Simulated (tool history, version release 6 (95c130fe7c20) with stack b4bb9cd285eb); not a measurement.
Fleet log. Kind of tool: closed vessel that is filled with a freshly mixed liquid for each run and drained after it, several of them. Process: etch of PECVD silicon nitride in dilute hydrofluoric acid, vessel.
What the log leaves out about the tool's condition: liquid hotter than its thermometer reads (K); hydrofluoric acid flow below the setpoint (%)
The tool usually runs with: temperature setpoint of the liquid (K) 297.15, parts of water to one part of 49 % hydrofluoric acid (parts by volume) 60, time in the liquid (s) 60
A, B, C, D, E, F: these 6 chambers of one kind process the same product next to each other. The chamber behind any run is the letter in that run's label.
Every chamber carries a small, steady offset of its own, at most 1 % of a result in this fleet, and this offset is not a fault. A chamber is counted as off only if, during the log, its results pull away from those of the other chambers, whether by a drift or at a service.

run   hour  temperature setpoint of the liquid (K)  parts of water to one part of 49 % hydrofluoric acid (parts by volume)  time in the liquid (s)  hours since the thermometer was replaced  hours since the hydrofluoric acid flow meter was replaced  read-back film thickness of the PECVD silicon nitride reference wafer, read on the same gauge (nm)  thickness taken off the PECVD silicon nitride on a monitor wafer (Å)
 1E   10.6                                  297.15                                                                      60                      60                                     162.3                                                      647.1                                                                                              69.981                                                                47.109
 2F   21.5                                  297.15                                                                      60                      60                                     788.2                                                      300.0                                                                                              69.994                                                                46.699
 3D   36.4                                  297.15                                                                      60                      60                                     819.1                                                      301.8                                                                                              69.968                                                                46.821
 4C   44.5                                  297.15                                                                      60                      60                                    1723.4                                                      355.1                                                                                              70.019                                                                47.531
 5B   57.1                                  297.15                                                                      60                      60                                     579.5                                                     1202.9                                                                                              70.026                                                                46.062
 6A   64.9                                  297.15                                                                      60                      60                                      83.0                                                      805.8                                                                                              70.004                                                                47.047
 7A   73.4                                  297.15                                                                      60                      60                                      91.5                                                      814.3                                                                                              69.983                                                                46.342
 8B   89.6                                  297.15                                                                      60                      60                                     612.0                                                     1235.4                                                                                              69.972                                                                45.538
     100.8  -- chamber F: thermometer replaced
 9C  103.8                                  297.15                                                                      60                      60                                    1782.7                                                      414.4                                                                                              69.987                                                                46.971
10F  114.7                                  299.65                                                                      85                      60                                      14.0                                                      393.2                                                                                              70.009                                                                39.578
     116.6  -- chamber F: hydrofluoric acid flow meter replaced
11E  123.0                                  299.65                                                                      85                      60                                     274.7                                                      759.5                                                                                              69.982                                                                38.764
12D  132.3                                  299.65                                                                      85                      60                                     915.0                                                      397.7                                                                                              70.010                                                                40.157
13D  144.5                                  299.65                                                                      85                      60                                     927.2                                                      409.9                                                                                              69.980                                                                40.105
14B  152.6                                  299.65                                                                      85                      60                                     675.0                                                     1298.4                                                                                              70.022                                                                37.887
15E  167.6                                  299.65                                                                      85                      60                                     319.3                                                      804.1                                                                                              70.008                                                                38.539
16A  175.9                                  297.15                                                                      60                      60                                     194.0                                                      916.8                                                                                              69.967                                                                46.875
17F  191.1                                  297.15                                                                      60                      60                                      90.4                                                       74.6                                                                                              70.010                                                                46.947
18C  198.3                                  297.15                                                                      60                      60                                    1877.2                                                      508.9                                                                                              70.040                                                                46.927
19D  211.7                                  297.15                                                                      60                      60                                     994.4                                                      477.1                                                                                              69.976                                                                46.933
20F  220.8                                  297.15                                                                      60                      60                                     120.1                                                      104.3                                                                                              69.980                                                                47.347
21C  231.9                                  297.15                                                                      60                      60                                    1910.8                                                      542.5                                                                                              70.033                                                                47.014
22E  240.4                                  297.15                                                                      60                      60                                     392.1                                                      876.9                                                                                              70.018                                                                45.641
23A  256.3                                  297.15                                                                      60                      60                                     274.4                                                      997.2                                                                                              70.022                                                                46.849
24B  271.4                                  297.15                                                                      60                      60                                     793.8                                                     1417.2                                                                                              70.009                                                                46.137
25A  287.2                                  297.15                                                                      60                      60                                     305.3                                                     1028.1                                                                                              69.958                                                                46.621
     289.3  -- chamber E: thermometer replaced
26D  301.2                                  297.15                                                                      60                      60                                    1083.9                                                      566.6                                                                                              69.987                                                                47.696
27C  311.7                                  297.15                                                                      60                      60                                    1990.6                                                      622.3                                                                                              70.001                                                                46.795
     313.5  -- chamber C: thermometer replaced
28F  326.5                                  297.15                                                                      60                      40                                     225.8                                                      210.0                                                                                              70.002                                                                31.456
29E  335.2                                  297.15                                                                      60                      40                                      45.9                                                      971.7                                                                                              70.013                                                                29.691
30B  348.2                                  297.15                                                                      60                      40                                     870.6                                                     1494.0                                                                                              70.015                                                                31.378
31B  359.7                                  297.15                                                                      60                      40                                     882.1                                                     1505.5                                                                                              69.992                                                                30.639
32F  374.7                                  297.15                                                                      60                      40                                     274.0                                                      258.2                                                                                              70.012                                                                30.680
33E  385.5                                  297.15                                                                      60                      40                                      96.2                                                     1022.0                                                                                              69.997                                                                29.682
34A  396.4                                  297.15                                                                      60                      60                                     414.5                                                     1137.3                                                                                              70.013                                                                47.141
35D  411.0                                  297.15                                                                      45                      60                                    1193.7                                                      676.4                                                                                              69.976                                                                61.258
36C  424.5                                  297.15                                                                      45                      60                                     111.0                                                      735.1                                                                                              69.986                                                                61.373
37B  439.0                                  297.15                                                                      45                      60                                     961.4                                                     1584.8                                                                                              69.969                                                                60.668

Decide between three cases: one chamber stands off from its peers, the gauge reading all wafers drifts, or nothing is wrong past each chamber's small offset. Where a chamber is off, say which and what most likely put it there.

One chamber, E, drifts off from the rest bit by bit.
Most likely cause: hydrofluoric acid flow below the setpoint (%) = 6.37.

Which of the 4 candidates below, each the usual settings with something changed and its results left as question marks, puts chamber E back in line with what the other chambers give on the usual settings?
In line means no further than this from the other chambers' mean on the usual settings: thickness taken off the PECVD silicon nitride on a monitor wafer (Å) 1.500
38E-1  450.6                                  297.65                                                                      60                      65                                                                                                                                                                                                                                                                              ?
38E-2  450.6                                  298.15                                                                      60                      60                                                                                                                                                                                                                                                                              ?
38E-3  450.6                                  296.65                                                                      60                      55                                                                                                                                                                                                                                                                              ?
38E-4  450.6                                  296.15                                                                      60                      60                                                                                                                                                                                                                                                                              ?

Usual-settings mean across the other chambers: thickness taken off the PECVD silicon nitride on a monitor wafer (Å) 46.686
  run  thickness taken off the PECVD silicon nitride on a monitor wafer (Å)
38E-1                                                                49.224
38E-2                                                                47.008
38E-3                                                                38.953
38E-4                                                                41.058
The answer is 38E-2, which returns the chamber to within the allowed miss of the others.

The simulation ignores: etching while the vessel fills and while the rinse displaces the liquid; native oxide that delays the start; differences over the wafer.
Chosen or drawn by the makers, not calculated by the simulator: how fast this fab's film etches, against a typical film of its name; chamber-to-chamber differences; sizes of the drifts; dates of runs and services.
